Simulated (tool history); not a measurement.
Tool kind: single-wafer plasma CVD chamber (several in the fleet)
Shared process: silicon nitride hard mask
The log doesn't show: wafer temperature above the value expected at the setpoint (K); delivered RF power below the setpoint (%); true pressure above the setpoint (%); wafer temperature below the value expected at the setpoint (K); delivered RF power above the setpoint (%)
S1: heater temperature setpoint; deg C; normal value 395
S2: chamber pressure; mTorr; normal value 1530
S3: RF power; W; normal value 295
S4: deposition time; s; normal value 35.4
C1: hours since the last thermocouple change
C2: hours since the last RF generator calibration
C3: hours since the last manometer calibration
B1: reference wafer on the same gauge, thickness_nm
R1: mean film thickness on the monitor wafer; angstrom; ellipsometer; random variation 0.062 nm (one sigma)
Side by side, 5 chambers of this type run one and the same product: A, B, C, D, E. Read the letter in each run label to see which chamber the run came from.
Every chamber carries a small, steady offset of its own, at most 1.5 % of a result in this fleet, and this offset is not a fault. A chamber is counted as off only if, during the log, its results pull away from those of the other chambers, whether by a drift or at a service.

run	hour	S1	S2	S3	S4	C1	C2	C3	B1	R1
1E	13.0	395	1530	295	35.4	112.9	113.7	1339.3	47.392	394.74
2D	25.3	395	1530	295	35.4	881.5	710.4	1593.9	47.365	398.16
3C	32.7	395	1530	295	35.4	1648.1	548.1	227.4	47.355	401.99
4A	44.1	395	1530	295	35.4	1033.8	658.9	746.5	47.349	399.02
5B	52.3	395	1530	350	38.6	419.7	614.7	729.6	47.357	487.99
6E	66.8	395	1530	350	38.6	166.7	167.5	1393.1	47.352	478.10
7A	78.2	395	1530	350	38.6	1067.9	693.0	780.6	47.319	485.23
8C	89.2	395	1530	350	38.6	1704.6	604.6	283.9	47.295	489.85
9D	98.6	395	1530	350	38.6	954.8	783.7	1667.2	47.311	481.45
10B	107.1	395	1530	295	35.4	474.5	669.5	784.4	47.317	399.91
11A	117.5	395	1530	295	35.4	1107.2	732.3	819.9	47.291	397.32
12D	126.0	381	1530	295	35.4	982.2	811.1	1694.6	47.301	399.06
13E	133.1	381	1530	295	35.4	233.0	233.8	1459.4	47.292	396.10
14B	148.5	381	1530	295	35.4	515.9	710.9	825.8	47.259	402.25
15C	155.2	381	1530	295	35.4	1770.6	670.6	349.9	47.250	402.45
16D	163.1	381	1530	295	35.4	1019.3	848.2	1731.7	47.253	399.25
17E	169.7	395	1530	295	35.4	269.6	270.4	1496.0	47.238	392.52
18C	180.9	409	1530	275	35.4	1796.3	696.3	375.6	47.226	378.57
19B	193.3	409	1530	275	35.4	560.7	755.7	870.6	47.213	379.15
# hour 200.4: chamber B: capacitance manometer re-zeroed and calibrated
20A	203.1	409	1530	275	35.4	1192.8	817.9	905.5	47.223	376.68
21A	210.4	409	1530	275	35.4	1200.1	825.2	912.8	47.191	376.36
# hour 211.6: chamber E: capacitance manometer re-zeroed and calibrated
22C	224.4	409	1530	275	35.4	1839.8	739.8	419.1	47.214	379.94
# hour 228.5: chamber D: capacitance manometer re-zeroed and calibrated
23E	239.1	395	1530	295	35.4	339.0	339.8	27.5	47.177	392.66
24D	248.3	395	1530	295	35.4	1104.5	933.4	19.8	47.169	395.23
25B	261.6	395	1530	295	35.4	629.0	824.0	61.2	47.147	400.66
26A	270.1	395	1530	295	35.4	1259.8	884.9	972.5	47.148	396.77
27D	276.8	395	1530	295	35.4	1133.0	961.9	48.3	47.150	395.68
28C	283.5	395	1530	295	35.4	1898.9	798.9	478.2	47.150	400.00
29E	297.9	395	1530	295	35.4	397.8	398.6	86.3	47.123	390.97
30B	311.7	395	1530	295	35.4	679.1	874.1	111.3	47.125	398.89
31E	319.3	395	1530	295	35.4	419.2	420.0	107.7	47.111	392.26

Predict what each chamber gives when all 5 of them run the settings below next.
32A	330.3	395	1530	295	35.4					?
32B	330.3	395	1530	295	35.4					?
32C	330.3	395	1530	295	35.4					?
32D	330.3	395	1530	295	35.4					?
32E	330.3	395	1530	295	35.4					?

run	R1
32A	395.45
32B	398.59
32C	399.97
32D	395.51
32E	391.55
